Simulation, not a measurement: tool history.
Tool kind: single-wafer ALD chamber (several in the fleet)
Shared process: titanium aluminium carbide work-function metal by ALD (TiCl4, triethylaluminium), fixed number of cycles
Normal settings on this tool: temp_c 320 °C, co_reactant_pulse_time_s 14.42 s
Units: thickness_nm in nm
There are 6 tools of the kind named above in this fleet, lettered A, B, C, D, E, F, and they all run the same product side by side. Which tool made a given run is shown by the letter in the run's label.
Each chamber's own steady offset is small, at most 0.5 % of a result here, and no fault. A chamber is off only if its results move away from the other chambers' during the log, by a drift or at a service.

| run | day | temp_c | co_reactant_pulse_time_s | hours since the last thermocouple change | hours since the last triethylaluminium bottle change | read-back reference wafer on the same gauge, thickness_nm | thickness_nm |
|---|---|---|---|---|---|---|---|
| 1A | 0.146 | 320 | 14.42 | 387.9 | 619.6 | 1.9896 | 2.2303 |
| 2D | 0.262 | 320 | 14.42 | 46.1 | 2237.1 | 1.9903 | 2.234 |
| 3F | 0.5 | 320 | 14.42 | 1443.1 | 370.2 | 1.9894 | 2.2374 |
| 4C | 0.646 | 320 | 14.42 | 648.3 | 548.3 | 1.9893 | 2.2397 |
|  | 0.879 | chamber D: triethylaluminium bottle replaced |
| 5E | 0.879 | 320 | 14.42 | 982.1 | 964.9 | 1.988 | 2.2218 |
| 6B | 1.088 | 320 | 14.42 | 434.3 | 979.9 | 1.9873 | 2.2259 |
| 7E | 1.304 | 320 | 14.42 | 992.3 | 975.1 | 1.9875 | 2.2274 |
| 8C | 1.538 | 320 | 14.42 | 669.7 | 569.7 | 1.987 | 2.2381 |
| 9D | 1.654 | 328 | 14.42 | 79.5 | 18.7 | 1.9861 | 2.3035 |
| 10B | 1.779 | 328 | 14.42 | 450.9 | 996.5 | 1.9869 | 2.2867 |
| 11F | 1.962 | 328 | 14.42 | 1478.2 | 405.3 | 1.9859 | 2.3071 |
| 12A | 2.167 | 328 | 14.42 | 436.4 | 668.1 | 1.9858 | 2.2915 |
| 13C | 2.3 | 328 | 14.42 | 688 | 588 | 1.986 | 2.3087 |
| 14E | 2.496 | 328 | 14.42 | 1020.9 | 1003.7 | 1.9849 | 2.2867 |
| 15D | 2.692 | 320 | 14.42 | 104.4 | 43.6 | 1.9848 | 2.2337 |
| 16B | 2.825 | 320 | 14.42 | 476 | 1021.6 | 1.9853 | 2.2159 |
| 17A | 3.025 | 320 | 14.42 | 457 | 688.7 | 1.9839 | 2.2254 |
| 18F | 3.196 | 310 | 18.48 | 1507.8 | 434.9 | 1.9845 | 2.1516 |
| 19D | 3.308 | 310 | 18.48 | 119.2 | 58.4 | 1.9837 | 2.148 |
| 20B | 3.442 | 310 | 18.48 | 490.8 | 1036.4 | 1.9839 | 2.1402 |
| 21F | 3.658 | 310 | 18.48 | 1518.9 | 446 | 1.9826 | 2.1553 |
| 22A | 3.896 | 310 | 18.48 | 477.9 | 709.6 | 1.9822 | 2.1431 |
| 23E | 4.004 | 310 | 18.48 | 1057.1 | 1039.9 | 1.9826 | 2.1402 |
| 24C | 4.138 | 320 | 14.42 | 732.1 | 632.1 | 1.9814 | 2.2323 |
| 25B | 4.304 | 320 | 14.42 | 511.5 | 1057.1 | 1.9817 | 2.2203 |
| 26A | 4.508 | 320 | 14.42 | 492.6 | 724.3 | 1.982 | 2.2151 |
| 27F | 4.721 | 320 | 14.42 | 1544.4 | 471.5 | 1.9799 | 2.2259 |
| 28C | 4.879 | 330 | 16.67 | 749.9 | 649.9 | 1.9803 | 2.3256 |
| 29D | 5.121 | 330 | 16.67 | 162.7 | 101.9 | 1.9812 | 2.317 |
| 30E | 5.308 | 330 | 16.67 | 1088.4 | 1071.2 | 1.9799 | 2.3119 |
| 31F | 5.45 | 330 | 16.67 | 1561.9 | 489 | 1.9797 | 2.3339 |
| 32E | 5.612 | 330 | 16.67 | 1095.7 | 1078.5 | 1.9788 | 2.3151 |
| 33C | 5.796 | 330 | 16.67 | 771.9 | 671.9 | 1.979 | 2.3254 |
| 34D | 6.038 | 320 | 14.42 | 184.7 | 123.9 | 1.9794 | 2.226 |
| 35A | 6.238 | 320 | 14.42 | 534.1 | 765.8 | 1.9782 | 2.2102 |
| 36B | 6.379 | 320 | 14.42 | 561.3 | 1106.9 | 1.9789 | 2.2047 |
| 37E | 6.542 | 320 | 14.42 | 1118 | 1100.8 | 1.9777 | 2.2104 |
| 38D | 6.762 | 320 | 14.42 | 202.1 | 141.3 | 1.9775 | 2.2213 |
| 39B | 6.942 | 320 | 14.42 | 574.8 | 1120.4 | 1.9771 | 2.2067 |
|  | 7.071 | chamber F: thermocouple changed; heater temperature recalibrated |
| 40F | 7.175 | 320 | 14.42 | 2.5 | 530.4 | 1.9763 | 2.227 |

Next, every chamber runs the same settings. What will each give?
| 41A | 7.35 | 312 | 14.42 |  |  |  | ? |
| 41B | 7.35 | 312 | 14.42 |  |  |  | ? |
| 41C | 7.35 | 312 | 14.42 |  |  |  | ? |
| 41D | 7.35 | 312 | 14.42 |  |  |  | ? |
| 41E | 7.35 | 312 | 14.42 |  |  |  | ? |
| 41F | 7.35 | 312 | 14.42 |  |  |  | ? |

| run | thickness_nm |
|---|---|
| 41A | 2.1433 |
| 41B | 2.1315 |
| 41C | 2.1622 |
| 41D | 2.1484 |
| 41E | 2.135 |
| 41F | 2.1509 |
